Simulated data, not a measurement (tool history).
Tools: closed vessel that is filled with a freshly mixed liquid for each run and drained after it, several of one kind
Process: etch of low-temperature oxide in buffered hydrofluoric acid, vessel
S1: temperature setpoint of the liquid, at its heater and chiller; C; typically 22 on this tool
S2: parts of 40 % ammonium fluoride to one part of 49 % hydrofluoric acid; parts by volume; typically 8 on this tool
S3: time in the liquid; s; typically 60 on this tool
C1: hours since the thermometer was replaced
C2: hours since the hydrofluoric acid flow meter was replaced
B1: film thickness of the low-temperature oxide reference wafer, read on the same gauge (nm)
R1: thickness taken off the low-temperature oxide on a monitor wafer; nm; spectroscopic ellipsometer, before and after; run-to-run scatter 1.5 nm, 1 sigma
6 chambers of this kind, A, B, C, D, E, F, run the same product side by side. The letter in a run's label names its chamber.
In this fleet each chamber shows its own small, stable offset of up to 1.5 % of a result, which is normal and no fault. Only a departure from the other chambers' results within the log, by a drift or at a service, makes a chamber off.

run	day	S1	S2	S3	C1	C2	B1	R1
# day 0.117: chamber A: thermometer replaced
1D	0.288	22	8	60	971.7	301	89.99	207.8
2B	0.571	22	8	60	1324.2	599.4	89.988	204.88
3C	0.896	22	8	60	251.9	1331.2	89.995	207.44
4A	1.454	22	8	60	32.2	1580.4	90.003	208.9
5F	1.746	22	8	60	1082.5	1953.3	90.002	212.25
# day 1.792: chamber F: thermometer replaced
6E	2.212	22	8	60	275.2	271.1	90.018	207.23
7C	2.562	22	8	60	291.9	1371.2	89.993	207.24
8B	2.938	22	8	60	1381	656.2	89.991	203.92
9A	3.208	22	8	60	74.3	1622.5	90	206.09
10F	3.479	22	8	60	40.6	1994.9	89.992	210.36
11E	3.792	22	8	60	313.1	309	89.999	205.75
12D	4.325	22	10	60	1068.6	397.9	89.986	170.57
13D	4.717	22	10	60	1078	407.3	89.994	170.72
# day 5.142: chamber C: hydrofluoric acid flow meter replaced
14A	5.317	22	10	60	124.9	1673.1	89.991	167.63
15F	5.817	22	10	60	96.7	2051	89.994	171.52
16B	6.329	22	10	60	1462.4	737.6	89.976	171.98
17E	6.708	22	10	60	383.1	379	90.009	169.81
18C	7.1	22	8	60	400.8	47	90.024	205.41
19B	7.692	22	8	60	1495.1	770.3	89.995	208.54
20E	8.179	22	8	60	418.4	414.3	89.998	208.73
21D	8.604	22	8	60	1171.3	500.6	90.015	209.39
22A	8.904	22	8	60	211	1759.2	90.031	206.34
23F	9.221	22	9.5	60	178.4	2132.7	90.007	177.13
24C	9.5	22	9.5	60	458.4	104.6	89.966	175.8
25D	10.1	22	9.5	60	1207.2	536.5	89.996	174.9
26F	10.375	22	9.5	60	206.1	2160.4	90.016	181.56
27A	10.804	22	9.5	60	256.6	1804.8	90.019	178.33
28B	11.3	22	9.5	60	1581.7	856.9	89.98	175.76
29C	11.704	22	8	60	511.3	157.5	89.983	203.44
30E	12.212	22	8	60	515.2	511.1	89.979	206.62
31F	12.583	22	8	60	259.1	2213.4	89.987	208.07
32B	13.171	22	9.5	60	1626.6	901.8	90.013	177.83
# day 13.212: chamber D: hydrofluoric acid flow meter replaced
33D	13.579	22	9.5	60	1290.7	8.8	90.015	175.79
34C	14.067	22	9.5	60	568	214.2	90.002	174.47
35A	14.538	22	9.5	60	346.2	1894.4	89.992	175.71
# day 14.654: chamber F: hydrofluoric acid flow meter replaced
36E	14.888	22	9.5	60	579.4	575.3	90.009	174.76
37F	15.329	22	9.5	60	325	16.3	90.013	179.08

Has any chamber moved away from the others, gradually or after a service, or does the common gauge drift, or do the chambers differ only by their own small steady offsets? State the chamber and the most likely cause if one applies.

No chamber stands off beyond its own small offset, and the gauge holds steady.

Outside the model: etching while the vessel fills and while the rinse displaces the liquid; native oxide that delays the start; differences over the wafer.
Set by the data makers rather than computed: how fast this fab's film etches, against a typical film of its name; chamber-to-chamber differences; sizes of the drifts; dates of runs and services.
